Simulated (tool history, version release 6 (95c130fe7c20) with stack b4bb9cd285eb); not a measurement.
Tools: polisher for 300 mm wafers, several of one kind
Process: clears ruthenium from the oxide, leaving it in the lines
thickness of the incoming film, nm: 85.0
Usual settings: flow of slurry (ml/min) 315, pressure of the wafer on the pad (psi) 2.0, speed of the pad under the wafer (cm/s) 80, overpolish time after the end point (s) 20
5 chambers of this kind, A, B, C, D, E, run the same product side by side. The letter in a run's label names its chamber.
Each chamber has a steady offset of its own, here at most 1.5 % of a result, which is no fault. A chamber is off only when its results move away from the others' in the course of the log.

| run | hour | flow of slurry (ml/min) | pressure of the wafer on the pad (psi) | speed of the pad under the wafer (cm/s) | overpolish time after the end point (s) | time until the end point was called (s) |
|---|---|---|---|---|---|---|
| 1A | 3.6 | 315 | 2.0 | 80 | 20 | 106.690 |
| 2D | 7.8 | 315 | 2.0 | 80 | 20 | 106.300 |
|  | 9.6 | chamber B: worn pad replaced by a new one |
| 3B | 13.3 | 315 | 2.0 | 80 | 20 | 108.350 |
| 4C | 16.9 | 315 | 2.0 | 80 | 20 | 107.100 |
|  | 17.7 | chamber A: worn pad replaced by a new one |
| 5E | 23.0 | 315 | 2.0 | 80 | 20 | 107.660 |
|  | 25.6 | chamber E: worn pad replaced by a new one |
| 6E | 27.9 | 405 | 2.0 | 80 | 16 | 104.320 |
| 7B | 30.9 | 405 | 2.0 | 80 | 16 | 105.720 |
| 8C | 36.9 | 405 | 2.0 | 80 | 16 | 105.760 |
| 9D | 40.6 | 405 | 2.0 | 80 | 16 | 103.310 |
|  | 45.5 | chamber D: head pressure recalibrated |
| 10A | 45.6 | 405 | 2.0 | 80 | 16 | 106.700 |
| 11A | 49.6 | 315 | 2.0 | 80 | 20 | 106.590 |
|  | 53.6 | chamber C: worn pad replaced by a new one |
| 12E | 54.4 | 315 | 2.0 | 80 | 20 | 104.910 |
| 13D | 60.1 | 315 | 2.5 | 80 | 20 | 91.159 |
| 14C | 64.0 | 315 | 2.5 | 80 | 20 | 86.630 |
| 15B | 69.7 | 315 | 2.5 | 80 | 20 | 84.962 |
| 16E | 75.3 | 315 | 2.5 | 80 | 20 | 84.941 |
|  | 76.7 | chamber B: worn pad replaced by a new one |
| 17C | 78.0 | 315 | 2.5 | 80 | 20 | 87.375 |
| 18B | 81.4 | 315 | 2.0 | 80 | 20 | 107.030 |
| 19D | 84.5 | 315 | 2.0 | 80 | 20 | 114.500 |
| 20A | 88.4 | 315 | 2.0 | 80 | 20 | 108.010 |
| 21D | 91.3 | 315 | 2.0 | 70 | 9 | 127.620 |
|  | 96.7 | chamber D: worn pad replaced by a new one |
| 22B | 97.6 | 315 | 2.0 | 70 | 9 | 120.960 |
| 23E | 100.4 | 315 | 2.0 | 70 | 9 | 122.610 |
|  | 103.2 | chamber A: worn pad replaced by a new one |
| 24A | 104.0 | 315 | 2.0 | 70 | 9 | 121.450 |
| 25C | 108.6 | 315 | 2.0 | 70 | 9 | 124.700 |
|  | 109.4 | chamber D: slurry nozzle cleaned |
| 26E | 111.3 | 315 | 2.0 | 80 | 20 | 108.440 |
| 27C | 115.8 | 315 | 1.6 | 80 | 16 | 136.430 |
| 28B | 121.6 | 315 | 1.6 | 80 | 16 | 131.600 |
| 29A | 125.4 | 315 | 1.6 | 80 | 16 | 135.970 |
|  | 125.8 | chamber E: worn pad replaced by a new one |
|  | 127.5 | chamber C: worn pad replaced by a new one |
| 30D | 128.2 | 315 | 1.6 | 80 | 16 | 143.750 |
| 31A | 131.2 | 315 | 1.6 | 80 | 16 | 132.430 |
| 32E | 134.7 | 315 | 2.0 | 80 | 20 | 104.560 |
| 33B | 139.5 | 315 | 2.0 | 80 | 20 | 106.870 |
| 34D | 144.3 | 315 | 2.0 | 80 | 20 | 115.320 |
| 35C | 147.4 | 315 | 2.0 | 80 | 20 | 109.670 |
|  | 148.0 | chamber E: head pressure recalibrated |
| 36E | 151.4 | 315 | 2.0 | 80 | 20 | 105.740 |

What goes on in this fleet: one chamber off, a drifting gauge, or nothing beyond the chambers' own small offsets? Name the chamber and the cause, if any.

A service left chamber D off against the others.
Cause: head's pressure below its setpoint, % = 6.66.

Here are 4 candidates for chamber D's next run, each the usual settings with a change, their results left as question marks. Which one brings its results back in line with what the others give on the usual settings?
In line means no further than this from the other chambers' mean on the usual settings: time until the end point was called (s) 4.000
| 37D-1 | 155.9 | 315 | 1.9 | 74 | 20 | ? |
| 37D-2 | 155.9 | 315 | 2.1 | 82 | 20 | ? |
| 37D-3 | 155.9 | 315 | 2.0 | 76 | 20 | ? |
| 37D-4 | 155.9 | 315 | 2.3 | 80 | 20 | ? |

The other chambers' mean on the usual settings: time until the end point was called (s) 106.990
| run | time until the end point was called (s) |
|---|---|
| 37D-1 | 128.230 |
| 37D-2 | 104.430 |
| 37D-3 | 118.500 |
| 37D-4 | 97.689 |
37D-2 brings the chamber back in line.

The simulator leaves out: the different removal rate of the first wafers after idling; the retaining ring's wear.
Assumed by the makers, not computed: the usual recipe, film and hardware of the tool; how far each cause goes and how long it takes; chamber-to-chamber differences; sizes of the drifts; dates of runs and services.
